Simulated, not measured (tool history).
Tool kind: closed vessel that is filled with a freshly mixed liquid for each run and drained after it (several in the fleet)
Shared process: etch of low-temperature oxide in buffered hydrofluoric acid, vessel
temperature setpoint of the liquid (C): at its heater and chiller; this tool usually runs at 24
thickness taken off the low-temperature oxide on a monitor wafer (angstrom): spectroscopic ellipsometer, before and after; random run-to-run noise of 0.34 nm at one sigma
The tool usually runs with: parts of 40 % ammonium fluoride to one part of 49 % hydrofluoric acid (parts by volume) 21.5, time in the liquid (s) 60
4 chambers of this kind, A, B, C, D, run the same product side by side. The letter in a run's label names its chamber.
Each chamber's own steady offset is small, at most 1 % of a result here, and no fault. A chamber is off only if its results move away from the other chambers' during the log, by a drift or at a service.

| run | hour | temperature setpoint of the liquid (C) | parts of 40 % ammonium fluoride to one part of 49 % hydrofluoric acid (parts by volume) | time in the liquid (s) | read-back film thickness of the low-temperature oxide reference wafer, read on the same gauge (nm) | thickness taken off the low-temperature oxide on a monitor wafer (angstrom) |
|---|---|---|---|---|---|---|
| 1B | 3.5 | 24 | 21.5 | 60 | 129.98 | 731.85 |
| 2D | 9.7 | 24 | 21.5 | 60 | 130.00 | 730.39 |
| 3A | 15.9 | 24 | 21.5 | 60 | 130.01 | 728.37 |
| 4C | 21.5 | 24 | 21.5 | 60 | 130.03 | 738.86 |
| 5B | 26.4 | 24 | 21.5 | 60 | 130.00 | 728.81 |
| 6C | 30.5 | 24 | 21.5 | 60 | 129.98 | 738.54 |
| 7A | 35.7 | 26 | 21.5 | 80 | 130.00 | 1094.90 |
| 8D | 41.7 | 26 | 21.5 | 80 | 129.98 | 1086.10 |
| 9C | 48.0 | 26 | 21.5 | 80 | 130.01 | 1091.50 |
| 10D | 51.9 | 26 | 21.5 | 80 | 129.99 | 1102.60 |
|  | 52.0 | chamber B: hydrofluoric acid flow meter replaced |
| 11A | 58.1 | 24 | 21.5 | 60 | 130.01 | 731.60 |
| 12B | 61.1 | 24 | 21.5 | 60 | 130.03 | 734.77 |
| 13B | 64.5 | 24 | 21.5 | 60 | 130.00 | 731.21 |
| 14C | 68.2 | 24 | 21.5 | 60 | 129.99 | 739.43 |
| 15D | 71.3 | 24 | 21.5 | 60 | 130.00 | 740.58 |
|  | 75.7 | chamber C: hydrofluoric acid flow meter replaced |
| 16A | 77.4 | 24 | 21.5 | 60 | 130.00 | 731.68 |
| 17A | 82.3 | 24 | 21.5 | 60 | 130.03 | 733.25 |
| 18B | 86.7 | 24 | 21.5 | 60 | 130.00 | 732.52 |
| 19C | 91.4 | 24 | 21.5 | 60 | 130.02 | 739.18 |
| 20D | 97.7 | 24 | 21.5 | 60 | 130.00 | 752.17 |
| 21A | 101.0 | 24 | 21.5 | 60 | 129.99 | 731.84 |
| 22C | 104.0 | 24 | 21.5 | 60 | 129.99 | 744.42 |
| 23D | 108.6 | 24 | 21.5 | 60 | 130.00 | 745.68 |
| 24B | 113.7 | 24 | 21.5 | 60 | 130.01 | 730.80 |
| 25D | 118.8 | 24 | 21.5 | 60 | 130.01 | 751.59 |
| 26A | 125.1 | 24 | 21.5 | 60 | 129.98 | 733.99 |
| 27C | 131.2 | 24 | 21.5 | 60 | 129.99 | 741.98 |

Is one chamber out of step, is the gauge drifting, or do the chambers differ by no more than their own small offsets? For an off chamber, give its letter and the likeliest cause.

Little by little, chamber D moves away from the other chambers.
Most likely cause: liquid hotter than its thermometer reads (K) = 0.574.
It could be hard to tell apart here from: hydrofluoric acid flow above the setpoint (%).

Which of the 4 candidates below, each the usual settings with something changed and its results left as question marks, puts chamber D back in line with what the other chambers give on the usual settings?
A result is in line if it is within this distance of the other chambers' mean on the usual settings: thickness taken off the low-temperature oxide on a monitor wafer (angstrom) 12.00
| 28D-1 | 135.8 | 23.0 | 21.5 | 60 |  | ? |
| 28D-2 | 135.8 | 24.5 | 21.5 | 60 |  | ? |
| 28D-3 | 135.8 | 23.5 | 21.5 | 60 |  | ? |
| 28D-4 | 135.8 | 24.0 | 20.0 | 60 |  | ? |

Usual-settings mean across the other chambers: thickness taken off the low-temperature oxide on a monitor wafer (angstrom) 735.74
| run | thickness taken off the low-temperature oxide on a monitor wafer (angstrom) |
|---|---|
| 28D-1 | 715.98 |
| 28D-2 | 778.02 |
| 28D-3 | 736.29 |
| 28D-4 | 796.04 |
28D-3 puts the chamber back in line with the other chambers.
